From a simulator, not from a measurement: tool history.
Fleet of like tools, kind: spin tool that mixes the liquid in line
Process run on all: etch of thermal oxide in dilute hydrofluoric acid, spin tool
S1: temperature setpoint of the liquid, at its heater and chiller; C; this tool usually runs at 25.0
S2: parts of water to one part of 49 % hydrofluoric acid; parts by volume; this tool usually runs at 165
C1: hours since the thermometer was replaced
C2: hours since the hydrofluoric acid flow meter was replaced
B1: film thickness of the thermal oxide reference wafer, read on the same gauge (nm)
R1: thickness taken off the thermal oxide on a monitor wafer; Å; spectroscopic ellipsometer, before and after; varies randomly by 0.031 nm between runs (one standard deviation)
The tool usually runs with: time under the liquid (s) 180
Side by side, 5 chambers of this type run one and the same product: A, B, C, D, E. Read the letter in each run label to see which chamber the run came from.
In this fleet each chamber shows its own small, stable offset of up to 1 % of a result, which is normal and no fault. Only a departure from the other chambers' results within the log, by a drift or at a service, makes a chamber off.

Run 1D, day 0.300: usual settings; C1 550.3; C2 237.9; B1 119.99. Result: R1 51.054 Å.
Run 2B, day 0.479: usual settings; C1 458.9; C2 757.9; B1 119.93. Result: R1 50.923 Å.
Run 3A, day 0.842: usual settings; C1 561.7; C2 440.3; B1 120.02. Result: R1 50.290 Å.
Run 4E, day 1.171: usual settings; C1 966.2; C2 47.8; B1 120.01. Result: R1 51.463 Å.
Run 5C, day 1.412: usual settings; C1 1135.4; C2 49.6; B1 120.00. Result: R1 51.203 Å.
Run 6B, day 1.629: usual settings; C1 486.5; C2 785.5; B1 119.97. Result: R1 50.680 Å.
Run 7C, day 1.962: usual settings; C1 1148.6; C2 62.8; B1 119.99. Result: R1 50.762 Å.
Run 8E, day 2.262: usual settings; C1 992.4; C2 74.0; B1 120.01. Result: R1 50.953 Å.
Run 9D, day 2.633: usual settings; C1 606.3; C2 293.9; B1 119.98. Result: R1 50.514 Å.
Run 10A, day 2.992: usual settings; C1 613.3; C2 491.9; B1 120.02. Result: R1 50.551 Å.
Run 11E, day 3.283: usual settings; C1 1016.9; C2 98.5; B1 120.00. Result: R1 50.570 Å.
Run 12D, day 3.646: usual settings; C1 630.6; C2 318.2; B1 120.00. Result: R1 50.516 Å.
Run 13C, day 3.892: usual settings but S2 215 parts by volume, time under the liquid (s) 255; C1 1194.9; C2 109.1; B1 120.01. Result: R1 52.519 Å.
Run 14B, day 4.250: usual settings but S2 215 parts by volume, time under the liquid (s) 255; C1 549.4; C2 848.4; B1 119.99. Result: R1 52.336 Å.
Run 15A, day 4.475: usual settings but S2 215 parts by volume, time under the liquid (s) 255; C1 648.9; C2 527.5; B1 120.02. Result: R1 51.743 Å.
Run 16E, day 4.733: usual settings but S2 215 parts by volume, time under the liquid (s) 255; C1 1051.7; C2 133.3; B1 120.03. Result: R1 52.277 Å.
Run 17C, day 5.079: usual settings but S2 215 parts by volume, time under the liquid (s) 255; C1 1223.4; C2 137.6; B1 120.01. Result: R1 52.126 Å.
Run 18B, day 5.392: usual settings but S1 28.0 C; C1 576.8; C2 875.8; B1 120.01. Result: R1 56.261 Å.
Run 19D, day 5.742: usual settings but S1 28.0 C; C1 680.9; C2 368.5; B1 120.00. Result: R1 56.379 Å.
Run 20A, day 5.962: usual settings but S1 28.0 C; C1 684.6; C2 563.2; B1 120.01. Result: R1 55.757 Å.
Run 21B, day 6.312: usual settings but S1 28.0 C; C1 598.9; C2 897.9; B1 120.00. Result: R1 56.179 Å.
Run 22E, day 6.688: usual settings but S1 28.0 C; C1 1098.6; C2 180.2; B1 119.97. Result: R1 56.088 Å.
Run 23C, day 6.896: usual settings but S1 21.0 C; C1 1267.0; C2 181.2; B1 119.99. Result: R1 43.342 Å.
Run 24D, day 7.088: usual settings but S1 21.0 C; C1 713.2; C2 400.8; B1 120.00. Result: R1 43.880 Å.
Run 25A, day 7.429: usual settings but S1 21.0 C; C1 719.8; C2 598.4; B1 120.03. Result: R1 43.001 Å.
Run 26D, day 7.712: usual settings but S1 21.0 C; C1 728.2; C2 415.8; B1 120.01. Result: R1 43.316 Å.
Run 27C, day 7.892: usual settings but S1 21.0 C; C1 1290.9; C2 205.1; B1 119.96. Result: R1 43.323 Å.
Run 28B, day 8.129: usual settings; C1 642.5; C2 941.5; B1 120.01. Result: R1 50.804 Å.
Run 29A, day 8.471: usual settings; C1 744.8; C2 623.4; B1 120.01. Result: R1 49.578 Å.
Run 30E, day 8.704: usual settings; C1 1147.0; C2 228.6; B1 120.00. Result: R1 51.258 Å.
Run 31E, day 8.983: usual settings; C1 1153.7; C2 235.3; B1 120.00. Result: R1 50.825 Å.
Run 32D, day 9.229: usual settings; C1 764.6; C2 452.2; B1 120.02. Result: R1 50.771 Å.
Run 33A, day 9.512: usual settings but S2 90 parts by volume, time under the liquid (s) 100; C1 769.8; C2 648.4; B1 119.97. Result: R1 54.716 Å.
Run 34C, day 9.775: usual settings but S2 90 parts by volume, time under the liquid (s) 100; C1 1336.1; C2 250.3; B1 120.00. Result: R1 55.781 Å.
Run 35B, day 10.038: usual settings but S2 90 parts by volume, time under the liquid (s) 100; C1 688.3; C2 987.3; B1 120.01. Result: R1 55.741 Å.
Run 36A, day 10.250: usual settings but S2 90 parts by volume, time under the liquid (s) 100; C1 787.5; C2 666.1; B1 120.02. Result: R1 54.984 Å.
Run 37D, day 10.450: usual settings but S2 90 parts by volume, time under the liquid (s) 100; C1 793.9; C2 481.5; B1 120.00. Result: R1 56.351 Å.
Run 38B, day 10.650: usual settings; C1 703.0; C2 1002.0; B1 119.97. Result: R1 50.008 Å.
Run 39C, day 10.812: usual settings; C1 1361.0; C2 275.2; B1 119.99. Result: R1 51.091 Å.
Run 40E, day 11.058: usual settings; C1 1203.5; C2 285.1; B1 120.03. Result: R1 50.939 Å.
Run 41C, day 11.308: usual settings; C1 1372.9; C2 287.1; B1 119.99. Result: R1 50.197 Å.
Run 42A, day 11.642: usual settings; C1 820.9; C2 699.5; B1 120.01. Result: R1 48.522 Å.

Next, every chamber runs the same settings. What will each give?
Run 43A, day 11.912: usual settings but S1 22.5 C. Result: R1 ?.
Run 43B, day 11.912: usual settings but S1 22.5 C. Result: R1 ?.
Run 43C, day 11.912: usual settings but S1 22.5 C. Result: R1 ?.
Run 43D, day 11.912: usual settings but S1 22.5 C. Result: R1 ?.
Run 43E, day 11.912: usual settings but S1 22.5 C. Result: R1 ?.

run      R1
43A  44.636
43B  45.668
43C  46.138
43D  46.438
43E  46.867

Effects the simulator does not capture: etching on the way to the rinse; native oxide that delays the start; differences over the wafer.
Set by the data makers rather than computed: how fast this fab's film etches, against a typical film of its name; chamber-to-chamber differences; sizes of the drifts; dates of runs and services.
